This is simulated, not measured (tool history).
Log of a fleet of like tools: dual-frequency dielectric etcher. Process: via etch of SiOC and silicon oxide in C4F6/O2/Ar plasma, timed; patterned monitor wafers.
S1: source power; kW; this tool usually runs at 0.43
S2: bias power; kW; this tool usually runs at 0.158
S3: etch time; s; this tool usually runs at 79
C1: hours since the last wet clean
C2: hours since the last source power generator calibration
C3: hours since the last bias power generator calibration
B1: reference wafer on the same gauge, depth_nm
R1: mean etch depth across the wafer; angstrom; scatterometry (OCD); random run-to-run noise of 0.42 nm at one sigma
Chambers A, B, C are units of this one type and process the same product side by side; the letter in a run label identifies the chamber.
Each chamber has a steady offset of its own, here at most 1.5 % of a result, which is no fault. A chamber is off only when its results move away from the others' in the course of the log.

{"run": "1B", "day": 0.117, "S1": 0.43, "S2": 0.158, "S3": 79, "C1": 194.8, "C2": 2474.3, "C3": 164.6, "B1": 75.991, "R1": 875.88}
{"run": "2A", "day": 0.267, "S1": 0.43, "S2": 0.158, "S3": 79, "C1": 304, "C2": 545.7, "C3": 1714, "B1": 76.078, "R1": 877.54}
{"run": "3C", "day": 0.367, "S1": 0.43, "S2": 0.158, "S3": 79, "C1": 502.8, "C2": 3381.2, "C3": 1916.1, "B1": 76.13, "R1": 895.88}
{"run": "4C", "day": 0.521, "S1": 0.43, "S2": 0.158, "S3": 79, "C1": 506.5, "C2": 3384.9, "C3": 1919.8, "B1": 76.086, "R1": 901.21}
{"run": "5B", "day": 0.633, "S1": 0.43, "S2": 0.158, "S3": 79, "C1": 207.2, "C2": 2486.7, "C3": 177, "B1": 75.988, "R1": 878.48}
{"run": "6A", "day": 0.754, "S1": 0.43, "S2": 0.158, "S3": 79, "C1": 315.7, "C2": 557.4, "C3": 1725.7, "B1": 76.06, "R1": 884.82}
{"run": "7B", "day": 0.888, "S1": 0.52, "S2": 0.158, "S3": 62, "C1": 213.3, "C2": 2492.8, "C3": 183.1, "B1": 76.12, "R1": 741.16}
{"run": "8C", "day": 1.054, "S1": 0.52, "S2": 0.158, "S3": 62, "C1": 519.3, "C2": 3397.7, "C3": 1932.6, "B1": 76.202, "R1": 749.83}
{"run": "9A", "day": 1.204, "S1": 0.52, "S2": 0.158, "S3": 62, "C1": 326.5, "C2": 568.2, "C3": 1736.5, "B1": 76.065, "R1": 737.84}
{"run": "10A", "day": 1.362, "S1": 0.43, "S2": 0.158, "S3": 79, "C1": 330.3, "C2": 572, "C3": 1740.3, "B1": 76.157, "R1": 874.65}
{"run": "11C", "day": 1.55, "S1": 0.43, "S2": 0.158, "S3": 79, "C1": 531.2, "C2": 3409.6, "C3": 1944.5, "B1": 76.145, "R1": 894.66}
{"run": "12B", "day": 1.692, "S1": 0.43, "S2": 0.158, "S3": 79, "C1": 232.6, "C2": 2512.1, "C3": 202.4, "B1": 76.137, "R1": 866.72}
{"run": "13C", "day": 1.875, "S1": 0.43, "S2": 0.158, "S3": 79, "C1": 539, "C2": 3417.4, "C3": 1952.3, "B1": 76.102, "R1": 892.69}
{"run": "14B", "day": 2.017, "S1": 0.43, "S2": 0.158, "S3": 79, "C1": 240.4, "C2": 2519.9, "C3": 210.2, "B1": 76.202, "R1": 868.16}
{"run": "15A", "day": 2.121, "S1": 0.43, "S2": 0.158, "S3": 79, "C1": 348.5, "C2": 590.2, "C3": 1758.5, "B1": 76.064, "R1": 880.08}
{"run": "16A", "day": 2.3, "S1": 0.43, "S2": 0.158, "S3": 79, "C1": 352.8, "C2": 594.5, "C3": 1762.8, "B1": 75.994, "R1": 883.4}
{"run": "17C", "day": 2.421, "S1": 0.43, "S2": 0.158, "S3": 79, "C1": 552.1, "C2": 3430.5, "C3": 1965.4, "B1": 76.074, "R1": 888.86}
{"run": "18B", "day": 2.612, "S1": 0.39, "S2": 0.139, "S3": 79, "C1": 254.7, "C2": 2534.2, "C3": 224.5, "B1": 76.07, "R1": 791.41}
{"run": "19B", "day": 2.779, "S1": 0.39, "S2": 0.139, "S3": 79, "C1": 258.7, "C2": 2538.2, "C3": 228.5, "B1": 76.133, "R1": 795.91}
{"run": "20C", "day": 2.971, "S1": 0.39, "S2": 0.139, "S3": 79, "C1": 565.3, "C2": 3443.7, "C3": 1978.6, "B1": 76.121, "R1": 831.4}
{"run": "21A", "day": 3.1, "S1": 0.43, "S2": 0.158, "S3": 79, "C1": 372, "C2": 613.7, "C3": 1782, "B1": 76.124, "R1": 880.87}
{"run": "22C", "day": 3.275, "S1": 0.43, "S2": 0.158, "S3": 79, "C1": 572.6, "C2": 3451, "C3": 1985.9, "B1": 76.058, "R1": 901.4}
{"run": "23B", "day": 3.417, "S1": 0.43, "S2": 0.158, "S3": 79, "C1": 274, "C2": 2553.5, "C3": 243.8, "B1": 76.093, "R1": 854.66}
{"run": "24A", "day": 3.525, "S1": 0.43, "S2": 0.158, "S3": 79, "C1": 382.2, "C2": 623.9, "C3": 1792.2, "B1": 76.172, "R1": 877.83}
{"run": "25B", "day": 3.625, "S1": 0.43, "S2": 0.158, "S3": 91, "C1": 279, "C2": 2558.5, "C3": 248.8, "B1": 76.13, "R1": 979.37}
{"day": 3.646, "done": "chamber C: wet clean of the chamber"}
{"run": "26A", "day": 3.742, "S1": 0.43, "S2": 0.158, "S3": 91, "C1": 387.4, "C2": 629.1, "C3": 1797.4, "B1": 76.106, "R1": 1016}
{"run": "27C", "day": 3.904, "S1": 0.43, "S2": 0.158, "S3": 91, "C1": 6.3, "C2": 3466.1, "C3": 2001, "B1": 76.148, "R1": 1032}

The same settings go to every chamber for the next run, one line per chamber below. Forecast the results for each:
{"run": "28A", "day": 4.046, "S1": 0.43, "S2": 0.158, "S3": 79, "R1": "?"}
{"run": "28B", "day": 4.046, "S1": 0.43, "S2": 0.158, "S3": 79, "R1": "?"}
{"run": "28C", "day": 4.046, "S1": 0.43, "S2": 0.158, "S3": 79, "R1": "?"}

run=28A R1=876.48
run=28B R1=839.74
run=28C R1=893.3
